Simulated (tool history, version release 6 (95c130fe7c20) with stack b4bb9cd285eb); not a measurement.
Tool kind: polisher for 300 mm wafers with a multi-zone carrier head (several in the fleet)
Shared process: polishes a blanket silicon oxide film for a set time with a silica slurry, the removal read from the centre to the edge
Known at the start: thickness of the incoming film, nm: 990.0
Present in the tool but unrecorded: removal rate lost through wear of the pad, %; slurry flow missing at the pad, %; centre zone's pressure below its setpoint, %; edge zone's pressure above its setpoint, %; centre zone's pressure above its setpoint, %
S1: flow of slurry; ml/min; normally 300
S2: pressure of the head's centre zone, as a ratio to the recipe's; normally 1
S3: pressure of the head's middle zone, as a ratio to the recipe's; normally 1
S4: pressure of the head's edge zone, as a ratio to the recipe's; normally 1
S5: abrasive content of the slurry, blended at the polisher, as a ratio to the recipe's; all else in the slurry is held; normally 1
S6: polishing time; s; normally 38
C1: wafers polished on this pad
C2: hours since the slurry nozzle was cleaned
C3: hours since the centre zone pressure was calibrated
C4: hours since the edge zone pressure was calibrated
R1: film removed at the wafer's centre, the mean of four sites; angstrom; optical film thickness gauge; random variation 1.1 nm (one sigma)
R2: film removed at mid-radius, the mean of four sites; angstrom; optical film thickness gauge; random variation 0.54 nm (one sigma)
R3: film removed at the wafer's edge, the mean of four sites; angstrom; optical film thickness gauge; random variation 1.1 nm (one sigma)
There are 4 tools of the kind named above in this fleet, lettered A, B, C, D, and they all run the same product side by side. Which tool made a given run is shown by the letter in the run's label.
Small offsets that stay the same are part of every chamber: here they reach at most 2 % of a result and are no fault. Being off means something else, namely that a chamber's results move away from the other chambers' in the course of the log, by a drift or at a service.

run   hour   S1    S2    S3    S4   S5  S6    C1     C2     C3     C4      R1      R2      R3
       0.1  -- chamber C: worn pad replaced by a new one
 1B    3.4  300     1     1     1    1  38    62    171    158  150.8  747.12  749.18  758.31
       5.3  -- chamber A: worn pad replaced by a new one
 2D    6.5  300     1     1     1    1  38   444  146.8    414   25.3  761.88  750.66  750.28
 3A   12.9  300     1     1     1    1  38    88   88.2  439.7   50.5  761.57  741.74  738.32
 4C   18.9  300     1     1     1    1  38   218  498.4   77.5  638.5  739.86  743.45  741.96
 5D   22.3  300     1     1     1    1  38   627  162.6  429.8   41.1  718.34  744.99  731.09
 6C   28.2  300     1     1     1    1  38   326  507.7   86.8  647.8  736.01  740.03  757.49
 7A   31.8  300     1     1     1    1  38   307  107.1  458.6   69.4  742.79  741.57   765.5
 8B   36.6  300     1     1     1    1  38   446  204.2  191.2    184  726.51  746.96  760.62
      39.4  -- chamber B: worn pad replaced by a new one
 9B   41.6  300     1     1  0.93  1.2  38    26  209.2  196.2    189  815.53  810.67  806.33
10A     46  300     1     1  0.93  1.2  38   472  121.3  472.8   83.6  792.98  811.31  775.64
11C   51.2  300     1     1  0.93  1.2  38   592  530.7  109.8  670.8  794.24  809.02  771.96
12D   54.9  300     1     1  0.93  1.2  38  1005  195.2  462.4   73.7  808.99  818.77  791.62
      59.5  -- chamber A: worn pad replaced by a new one
13C   59.5  300     1     1     1    1  38   688    539  118.1  679.1  725.54  739.15  740.29
14A     63  300     1     1     1    1  38    41  138.3  489.8  100.6  748.16  745.49  746.44
15D   67.1  300     1     1  1.06    1  33  1146  207.4  474.6   85.9  651.51  648.55  677.41
16B   70.8  300     1     1  1.06    1  33   364  238.4  225.4  218.2  632.04   643.7  672.92
17A   74.2  300     1     1  1.06    1  33   170  149.5    501  111.8  636.61  650.57  660.42
      75.4  -- chamber C: worn pad replaced by a new one
      78.9  -- chamber D: worn pad replaced by a new one
18D   79.3  300     1     1  1.06    1  33     5  219.6  486.8   98.1   658.3  647.53  686.99
19B   83.7  300     1     1     1    1  38   513  251.3  238.3  231.1  730.78  750.01  745.27
      88.2  -- chamber B: worn pad replaced by a new one
20C   89.7  300     1     1     1    1  38   165  569.2  148.3  709.3  737.87  746.91  743.78
21B   96.2  300     1     1     1    1  38    93  263.8  250.8  243.6  758.73  756.27  747.38
22C   99.3  300     1     1     1    1  38   277  578.8  157.9  718.9  727.31  739.61   740.9
23D  104.6  300     1     1     1    1  38   298  244.9  512.1  123.4  738.86  745.84  751.91
24A  107.8  300     1     1     1    1  38   559  183.1  534.6  145.4   771.9  750.24  750.86
     113.2  -- chamber A: worn pad replaced by a new one
25B  114.5  300     1     1     1    1  38   305  282.1  269.1  261.9   724.7  749.82  727.88
26D    119  300     1     1     1    1  38   465  259.3  526.5  137.8  767.76     751  757.41
27A  123.3  300  0.96  0.89     1    1  38   117  198.6  550.1  160.9  715.43   685.6  753.66
28C    128  300  0.96  0.89     1    1  38   609  607.5  186.6  747.6  694.74  665.41  775.77
29B  133.1  300  0.96  0.89     1    1  38   520  300.7  287.7  280.5   689.5  674.56  736.19
     136.5  -- chamber B: worn pad replaced by a new one
30A  136.7  300  0.96  0.89     1    1  38   272    212  563.5  174.3  728.91  681.06  756.88
31C  140.2  300     1     1     1    1  38   750  619.7  198.8  759.8  736.22  739.76  741.89
     142.7  -- chamber C: worn pad replaced by a new one
32D  144.6  345     1     1     1    1  38   761  284.9  552.1  163.4  784.07  755.56  765.19
33A  151.3  345     1     1     1    1  38   441  226.6  578.1  188.9  763.49  754.46  758.48
34D  154.8  345     1     1     1    1  38   879  295.1  562.3  173.6  749.09  759.88  769.66
35C    158  345     1     1     1    1  38   177  637.5  216.6  777.6  724.34  760.77  779.62
36B  162.4  300     1     1     1    1  38   300    330    317  309.8  758.42  749.13  753.59
37C  166.6  300     1     1     1    1  38   277  646.1  225.2  786.2   736.3  747.49   758.9
38B  169.7  300     1     1     1    1  38   385  337.3  324.3  317.1  728.96  757.17  768.77
     170.4  -- chamber A: worn pad replaced by a new one
39A  174.4  300     1     1     1    1  38    47  249.7  601.2    212  750.39  746.16  773.06
40D  177.5  245     1     1  0.95    1  38  1142  317.8    585  196.3   723.8  729.44  730.51
     182.6  -- chamber B: worn pad replaced by a new one
41B  183.3  245     1     1  0.95    1  38     8  350.9  337.9  330.7  739.91  735.41  723.94
42C    190  245     1     1  0.95    1  38   548  669.5  248.6  809.6  732.06   728.1  691.55

Predict what each chamber gives when all 4 of them run the settings below next.
43A   195  300   1   1   1   1  38                   ?   ?   ?
43B   195  300   1   1   1   1  38                   ?   ?   ?
43C   195  300   1   1   1   1  38                   ?   ?   ?
43D   195  300   1   1   1   1  38                   ?   ?   ?

run      R1      R2      R3
43A  744.39  760.09  751.16
43B  743.81  750.59  746.49
43C  741.87  740.47  770.62
43D  745.62  738.32  744.37
